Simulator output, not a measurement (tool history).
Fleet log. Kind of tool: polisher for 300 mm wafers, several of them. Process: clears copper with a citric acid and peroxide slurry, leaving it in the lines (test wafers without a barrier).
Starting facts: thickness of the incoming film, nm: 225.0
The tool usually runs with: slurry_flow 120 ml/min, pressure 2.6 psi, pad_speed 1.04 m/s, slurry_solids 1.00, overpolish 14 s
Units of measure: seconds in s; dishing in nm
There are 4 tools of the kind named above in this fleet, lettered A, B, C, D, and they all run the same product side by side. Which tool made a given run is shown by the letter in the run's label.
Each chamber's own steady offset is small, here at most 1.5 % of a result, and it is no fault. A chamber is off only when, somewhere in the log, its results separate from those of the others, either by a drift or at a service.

| run | day | slurry_flow | pressure | pad_speed | slurry_solids | overpolish | wafers polished on this pad | hours since the slurry nozzle was cleaned | hours since the head pressure was calibrated | hours since the slurry blender was calibrated | seconds | dishing |
|---|---|---|---|---|---|---|---|---|---|---|---|---|
| 1B | 0.129 | 120 | 2.6 | 1.04 | 1.00 | 14 | 484 | 205.0 | 245.3 | 329.2 | 107.480 | 17.942 |
| 2D | 0.242 | 120 | 2.6 | 1.04 | 1.00 | 14 | 636 | 38.4 | 176.0 | 29.8 | 103.290 | 17.813 |
| 3C | 0.383 | 120 | 2.6 | 1.04 | 1.00 | 14 | 365 | 338.7 | 275.6 | 161.4 | 106.390 | 17.774 |
| 4A | 0.462 | 120 | 2.6 | 1.04 | 1.00 | 14 | 427 | 132.2 | 831.7 | 115.2 | 104.940 | 18.018 |
| 5D | 0.629 | 120 | 2.6 | 1.04 | 1.00 | 14 | 732 | 47.7 | 185.3 | 39.1 | 104.950 | 18.311 |
|  | 0.633 | chamber A: worn pad replaced by a new one |
| 6A | 0.725 | 120 | 2.6 | 0.90 | 1.00 | 14 | 23 | 138.5 | 838.0 | 121.5 | 120.500 | 16.009 |
| 7C | 0.808 | 120 | 2.6 | 0.90 | 1.00 | 14 | 470 | 348.9 | 285.8 | 171.6 | 122.970 | 16.161 |
| 8B | 0.975 | 120 | 2.6 | 0.90 | 1.00 | 14 | 695 | 225.3 | 265.6 | 349.5 | 122.460 | 15.912 |
| 9C | 1.104 | 120 | 2.6 | 0.90 | 1.00 | 14 | 544 | 356.0 | 292.9 | 178.7 | 122.370 | 15.869 |
| 10A | 1.196 | 120 | 2.6 | 0.92 | 1.00 | 17 | 141 | 149.8 | 849.3 | 132.8 | 119.950 | 17.871 |
| 11B | 1.371 | 120 | 2.6 | 0.92 | 1.00 | 17 | 793 | 234.8 | 275.1 | 359.0 | 120.100 | 18.656 |
| 12D | 1.500 | 120 | 2.6 | 0.92 | 1.00 | 17 | 949 | 68.6 | 206.2 | 60.0 | 118.190 | 19.090 |
|  | 1.525 | chamber B: worn pad replaced by a new one |
| 13C | 1.654 | 120 | 2.6 | 0.92 | 1.00 | 17 | 681 | 369.2 | 306.1 | 191.9 | 118.740 | 18.337 |
| 14A | 1.829 | 120 | 2.6 | 1.04 | 1.00 | 14 | 298 | 165.0 | 864.5 | 148.0 | 106.780 | 17.033 |
| 15D | 1.917 | 120 | 2.6 | 1.04 | 1.00 | 14 | 1053 | 78.6 | 216.2 | 70.0 | 105.010 | 17.395 |
| 16B | 2.008 | 120 | 2.6 | 1.04 | 1.00 | 14 | 121 | 250.1 | 290.4 | 374.3 | 106.000 | 17.869 |
| 17C | 2.158 | 120 | 2.6 | 1.38 | 0.75 | 14 | 806 | 381.3 | 318.2 | 204.0 | 85.844 | 21.116 |
| 18A | 2.304 | 120 | 2.6 | 1.38 | 0.75 | 14 | 416 | 176.4 | 875.9 | 159.4 | 87.623 | 19.677 |
| 19B | 2.408 | 120 | 2.6 | 1.38 | 0.75 | 14 | 220 | 259.7 | 300.0 | 383.9 | 86.541 | 21.161 |
| 20D | 2.500 | 120 | 2.6 | 1.38 | 0.75 | 14 | 1198 | 92.6 | 230.2 | 84.0 | 86.054 | 20.443 |
| 21B | 2.625 | 120 | 2.6 | 1.04 | 1.00 | 14 | 274 | 264.9 | 305.2 | 389.1 | 105.770 | 17.736 |
| 22A | 2.738 | 120 | 2.6 | 1.04 | 1.00 | 14 | 524 | 186.8 | 886.3 | 169.8 | 110.740 | 17.375 |
| 23D | 2.850 | 120 | 2.6 | 1.04 | 1.00 | 14 | 1285 | 101.0 | 238.6 | 92.4 | 106.740 | 17.946 |
| 24C | 2.958 | 120 | 2.6 | 1.04 | 1.00 | 14 | 1006 | 400.5 | 337.4 | 223.2 | 107.130 | 17.432 |
|  | 3.012 | chamber D: slurry blender recalibrated |
|  | 3.029 | chamber A: worn pad replaced by a new one |
| 25C | 3.058 | 120 | 2.6 | 1.04 | 1.00 | 14 | 1031 | 402.9 | 339.8 | 225.6 | 106.860 | 17.923 |
|  | 3.158 | chamber D: worn pad replaced by a new one |
| 26D | 3.208 | 120 | 2.6 | 1.04 | 1.00 | 14 | 12 | 109.6 | 247.2 | 4.7 | 104.490 | 17.841 |
| 27A | 3.362 | 120 | 2.6 | 1.04 | 1.00 | 14 | 83 | 201.8 | 901.3 | 184.8 | 112.830 | 17.159 |
| 28B | 3.467 | 120 | 2.6 | 1.04 | 1.00 | 14 | 484 | 285.1 | 325.4 | 409.3 | 107.330 | 18.187 |
| 29B | 3.567 | 120 | 2.6 | 1.04 | 1.00 | 14 | 509 | 287.5 | 327.8 | 411.7 | 107.260 | 17.436 |
| 30C | 3.671 | 120 | 2.6 | 1.04 | 1.00 | 14 | 1183 | 417.6 | 354.5 | 240.3 | 104.830 | 17.942 |
|  | 3.775 | chamber C: worn pad replaced by a new one |
| 31A | 3.792 | 120 | 2.6 | 1.04 | 1.00 | 14 | 190 | 212.1 | 911.6 | 195.1 | 112.960 | 17.219 |
|  | 3.892 | chamber B: slurry nozzle cleaned |
| 32D | 3.933 | 120 | 2.6 | 1.04 | 1.00 | 14 | 193 | 127.0 | 264.6 | 22.1 | 105.180 | 18.048 |
| 33C | 4.021 | 120 | 2.6 | 1.04 | 1.00 | 14 | 61 | 426.0 | 362.9 | 248.7 | 106.770 | 18.535 |
| 34B | 4.112 | 120 | 3.1 | 1.16 | 1.00 | 14 | 644 | 5.3 | 340.9 | 424.8 | 81.405 | 21.189 |
| 35D | 4.233 | 120 | 3.1 | 1.16 | 1.00 | 14 | 267 | 134.2 | 271.8 | 29.3 | 79.507 | 21.622 |
| 36A | 4.375 | 120 | 3.1 | 1.16 | 1.00 | 14 | 335 | 226.1 | 925.6 | 209.1 | 88.074 | 19.527 |
|  | 4.429 | chamber B: slurry blender recalibrated |
| 37D | 4.546 | 120 | 3.1 | 1.16 | 1.00 | 14 | 345 | 141.7 | 279.3 | 36.8 | 78.744 | 22.627 |
| 38B | 4.638 | 120 | 2.6 | 1.04 | 1.00 | 14 | 775 | 17.9 | 353.5 | 5.0 | 106.360 | 18.073 |

Is one chamber out of step, is the gauge drifting, or do the chambers differ by no more than their own small offsets? For an off chamber, give its letter and the likeliest cause.

It is chamber A that slowly wanders off from its peers.
Most likely cause: slurry flow missing at the pad, % = 35.5.
Not necessarily distinguishable in this log from: head's pressure below its setpoint, %.

Here are 4 candidates for chamber A's next run, each the usual settings with a change, their results left as question marks. Which one brings its results back in line with what the others give on the usual settings?
A result is in line if it is within this distance of the other chambers' mean on the usual settings: seconds 3.000 s; dishing 1.200 nm
| 39A-1 | 4.762 | 125 | 2.9 | 1.16 | 1.00 | 15 |  |  |  |  | ? | ? |
| 39A-2 | 4.762 | 120 | 2.5 | 0.98 | 1.00 | 14 |  |  |  |  | ? | ? |
| 39A-3 | 4.762 | 115 | 2.3 | 0.94 | 1.00 | 14 |  |  |  |  | ? | ? |
| 39A-4 | 4.762 | 120 | 2.7 | 1.10 | 1.00 | 14 |  |  |  |  | ? | ? |

Other chambers, usual settings, mean: seconds 106.350 s; dishing 17.832 nm
| run | seconds | dishing |
|---|---|---|
| 39A-1 | 93.941 | 20.160 |
| 39A-2 | 129.180 | 15.188 |
| 39A-3 | 147.620 | 13.665 |
| 39A-4 | 107.310 | 17.468 |
With 39A-4, the chamber falls back in line with the rest.

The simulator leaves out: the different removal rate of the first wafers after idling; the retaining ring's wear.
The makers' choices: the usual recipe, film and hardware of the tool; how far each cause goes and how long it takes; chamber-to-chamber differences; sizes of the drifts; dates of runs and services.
